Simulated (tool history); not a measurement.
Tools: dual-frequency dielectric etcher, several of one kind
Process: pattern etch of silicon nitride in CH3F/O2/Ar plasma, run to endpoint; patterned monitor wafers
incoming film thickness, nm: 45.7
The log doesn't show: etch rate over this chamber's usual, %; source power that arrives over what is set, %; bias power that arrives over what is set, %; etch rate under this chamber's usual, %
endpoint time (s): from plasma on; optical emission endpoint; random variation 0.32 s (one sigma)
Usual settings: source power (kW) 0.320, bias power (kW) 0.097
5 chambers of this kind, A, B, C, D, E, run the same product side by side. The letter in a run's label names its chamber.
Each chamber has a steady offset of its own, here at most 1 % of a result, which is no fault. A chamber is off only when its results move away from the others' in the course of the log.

run,hour,source power (kW),bias power (kW),hours since the last wet clean,hours since the last source power generator calibration,hours since the last bias power generator calibration,endpoint time (s)
1D,7.0,0.320,0.097,168.8,243.1,769.4,64.744
2C,17.8,0.320,0.097,170.7,933.8,1629.3,63.965
3B,25.0,0.320,0.097,142.2,2128.1,1483.3,64.383
4E,35.5,0.320,0.097,154.8,2208.1,2735.7,63.794
5A,44.0,0.320,0.097,55.8,3580.7,3671.3,63.843
6D,57.0,0.280,0.097,218.8,293.1,819.4,68.263
7E,68.4,0.280,0.097,187.7,2241.0,2768.6,68.011
8B,81.6,0.280,0.097,198.8,2184.7,1539.9,68.059
9C,89.7,0.280,0.097,242.6,1005.7,1701.2,67.867
10A,101.8,0.280,0.097,113.6,3638.5,3729.1,67.834
11D,108.9,0.320,0.097,270.7,345.0,871.3,64.947
12C,116.3,0.320,0.097,269.2,1032.3,1727.8,63.936
13E,124.1,0.320,0.097,243.4,2296.7,2824.3,63.856
14B,132.9,0.320,0.097,250.1,2236.0,1591.2,64.448
15A,141.7,0.320,0.097,153.5,3678.4,3769.0,64.195
16D,151.5,0.360,0.082,313.3,387.6,913.9,66.093
17A,159.1,0.360,0.082,170.9,3695.8,3786.4,65.291
18E,168.0,0.360,0.082,287.3,2340.6,2868.2,65.319
# hour 168.4: chamber B: source power generator calibrated
19B,178.7,0.360,0.082,295.9,10.4,1637.0,65.628
# hour 182.4: chamber A: source power generator calibrated
20C,185.0,0.360,0.082,337.9,1101.0,1796.5,65.255
21E,195.3,0.320,0.088,314.6,2367.9,2895.5,65.609
22B,207.1,0.320,0.088,324.3,38.8,1665.4,67.416
23A,214.3,0.320,0.088,226.1,32.0,3841.6,67.143
24D,221.3,0.320,0.088,383.1,457.4,983.7,66.996
25C,228.9,0.320,0.088,381.8,1144.9,1840.4,66.766
26E,238.8,0.320,0.097,358.1,2411.4,2939.0,63.811
# hour 239.1: chamber A: bias power generator calibrated
27A,250.7,0.320,0.097,262.5,68.4,11.6,64.502
28C,256.9,0.320,0.097,409.8,1172.9,1868.4,64.286
29B,267.7,0.320,0.097,384.9,99.4,1726.0,64.655
30D,281.0,0.320,0.097,442.8,517.1,1043.4,64.834
31A,292.7,0.270,0.097,304.5,110.4,53.6,68.010
32C,302.1,0.270,0.097,455.0,1218.1,1913.6,68.254
33D,312.1,0.270,0.097,473.9,548.2,1074.5,69.244
34E,323.9,0.270,0.097,443.2,2496.5,3024.1,67.711
35B,332.5,0.270,0.097,449.7,164.2,1790.8,68.897
36B,343.3,0.280,0.097,460.5,175.0,1801.6,67.904
# hour 349.5: chamber B: wet clean of the chamber
37A,351.8,0.280,0.097,363.6,169.5,112.7,67.229
38D,358.5,0.280,0.097,520.3,594.6,1120.9,68.009
39E,365.2,0.280,0.097,484.5,2537.8,3065.4,67.536
# hour 378.9: chamber C: wet clean of the chamber
40C,379.3,0.280,0.097,0.4,1295.3,1990.8,66.941
41E,387.4,0.320,0.097,506.7,2560.0,3087.6,63.905
42A,399.4,0.320,0.097,411.2,217.1,160.3,64.168
43C,409.4,0.320,0.097,30.5,1325.4,2020.9,64.100
44B,417.7,0.320,0.097,68.3,249.4,1876.0,64.221

All 5 chambers run these settings next. Forecast each chamber's results:
45A,427.9,0.320,0.097,,,,?
45B,427.9,0.320,0.097,,,,?
45C,427.9,0.320,0.097,,,,?
45D,427.9,0.320,0.097,,,,?
45E,427.9,0.320,0.097,,,,?

run,endpoint time (s)
45A,64.417
45B,64.552
45C,64.242
45D,64.936
45E,63.966

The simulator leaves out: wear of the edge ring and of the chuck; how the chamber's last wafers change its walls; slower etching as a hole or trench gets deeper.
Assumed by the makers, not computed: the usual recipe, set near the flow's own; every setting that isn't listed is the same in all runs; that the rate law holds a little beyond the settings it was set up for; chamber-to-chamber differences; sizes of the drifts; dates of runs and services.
